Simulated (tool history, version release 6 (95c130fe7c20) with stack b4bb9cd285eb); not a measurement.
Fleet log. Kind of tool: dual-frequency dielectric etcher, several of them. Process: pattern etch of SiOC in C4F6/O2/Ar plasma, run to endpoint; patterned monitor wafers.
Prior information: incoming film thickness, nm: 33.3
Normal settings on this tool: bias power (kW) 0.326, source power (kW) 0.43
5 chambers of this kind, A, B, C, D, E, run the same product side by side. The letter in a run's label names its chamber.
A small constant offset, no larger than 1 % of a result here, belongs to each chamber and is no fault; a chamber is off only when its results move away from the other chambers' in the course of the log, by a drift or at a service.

Run 1A, hour 4.3: usual settings. Result: endpoint time (s) 12.804.
At hour 4.4: chamber D: wet clean of the chamber.
Run 2D, hour 8.7: usual settings. Result: endpoint time (s) 12.689.
Run 3E, hour 14.8: usual settings. Result: endpoint time (s) 12.691.
Run 4B, hour 20.9: usual settings. Result: endpoint time (s) 12.705.
Run 5C, hour 24.2: usual settings. Result: endpoint time (s) 12.82.
Run 6C, hour 29.9: usual settings. Result: endpoint time (s) 12.819.
Run 7A, hour 36: usual settings. Result: endpoint time (s) 12.851.
Run 8D, hour 41: usual settings. Result: endpoint time (s) 12.699.
Run 9B, hour 45.9: usual settings. Result: endpoint time (s) 12.723.
Run 10E, hour 51.8: usual settings. Result: endpoint time (s) 12.738.
Run 11C, hour 57.1: usual settings. Result: endpoint time (s) 12.73.
Run 12B, hour 60.6: usual settings. Result: endpoint time (s) 12.711.
Run 13D, hour 65.4: usual settings. Result: endpoint time (s) 12.727.
Run 14A, hour 70.3: usual settings. Result: endpoint time (s) 12.898.
Run 15E, hour 73.6: usual settings but source power (kW) 0.36. Result: endpoint time (s) 13.515.
Run 16D, hour 78: usual settings but source power (kW) 0.36. Result: endpoint time (s) 13.644.
Run 17A, hour 81.1: usual settings but source power (kW) 0.36. Result: endpoint time (s) 13.663.
Run 18C, hour 85.6: usual settings but source power (kW) 0.36. Result: endpoint time (s) 13.654.
Run 19E, hour 89.1: usual settings but source power (kW) 0.36. Result: endpoint time (s) 13.604.
Run 20B, hour 92.8: usual settings but bias power (kW) 0.288. Result: endpoint time (s) 13.304.
Run 21B, hour 97.1: usual settings but bias power (kW) 0.288. Result: endpoint time (s) 13.3.
Run 22A, hour 100.5: usual settings but bias power (kW) 0.288. Result: endpoint time (s) 13.477.
Run 23C, hour 106.6: usual settings but bias power (kW) 0.288. Result: endpoint time (s) 13.367.
Run 24D, hour 110.3: usual settings but bias power (kW) 0.288. Result: endpoint time (s) 13.328.
Run 25E, hour 114.9: usual settings. Result: endpoint time (s) 12.694.
Run 26D, hour 121: usual settings. Result: endpoint time (s) 12.696.
Run 27C, hour 126.8: usual settings. Result: endpoint time (s) 12.767.
Run 28B, hour 131.5: usual settings. Result: endpoint time (s) 12.682.
Run 29E, hour 134.5: usual settings. Result: endpoint time (s) 12.687.
Run 30A, hour 138.1: usual settings. Result: endpoint time (s) 12.87.
Run 31C, hour 141.2: usual settings. Result: endpoint time (s) 12.748.
Run 32D, hour 147.7: usual settings. Result: endpoint time (s) 12.792.
Run 33B, hour 153.2: usual settings. Result: endpoint time (s) 12.743.
Run 34E, hour 158.9: usual settings. Result: endpoint time (s) 12.746.
Run 35A, hour 163.8: usual settings. Result: endpoint time (s) 12.814.
Run 36B, hour 168.2: usual settings. Result: endpoint time (s) 12.651.
Run 37D, hour 174.7: usual settings. Result: endpoint time (s) 12.751.

All chambers now run identical settings, listed one chamber a line with results as question marks. What results will each chamber show?
Run 38A, hour 179.3: usual settings but source power (kW) 0.36. Result: endpoint time (s) ?.
Run 38B, hour 179.3: usual settings but source power (kW) 0.36. Result: endpoint time (s) ?.
Run 38C, hour 179.3: usual settings but source power (kW) 0.36. Result: endpoint time (s) ?.
Run 38D, hour 179.3: usual settings but source power (kW) 0.36. Result: endpoint time (s) ?.
Run 38E, hour 179.3: usual settings but source power (kW) 0.36. Result: endpoint time (s) ?.

run  endpoint time (s)
38A             13.725
38B             13.701
38C             13.592
38D             13.672
38E             13.629

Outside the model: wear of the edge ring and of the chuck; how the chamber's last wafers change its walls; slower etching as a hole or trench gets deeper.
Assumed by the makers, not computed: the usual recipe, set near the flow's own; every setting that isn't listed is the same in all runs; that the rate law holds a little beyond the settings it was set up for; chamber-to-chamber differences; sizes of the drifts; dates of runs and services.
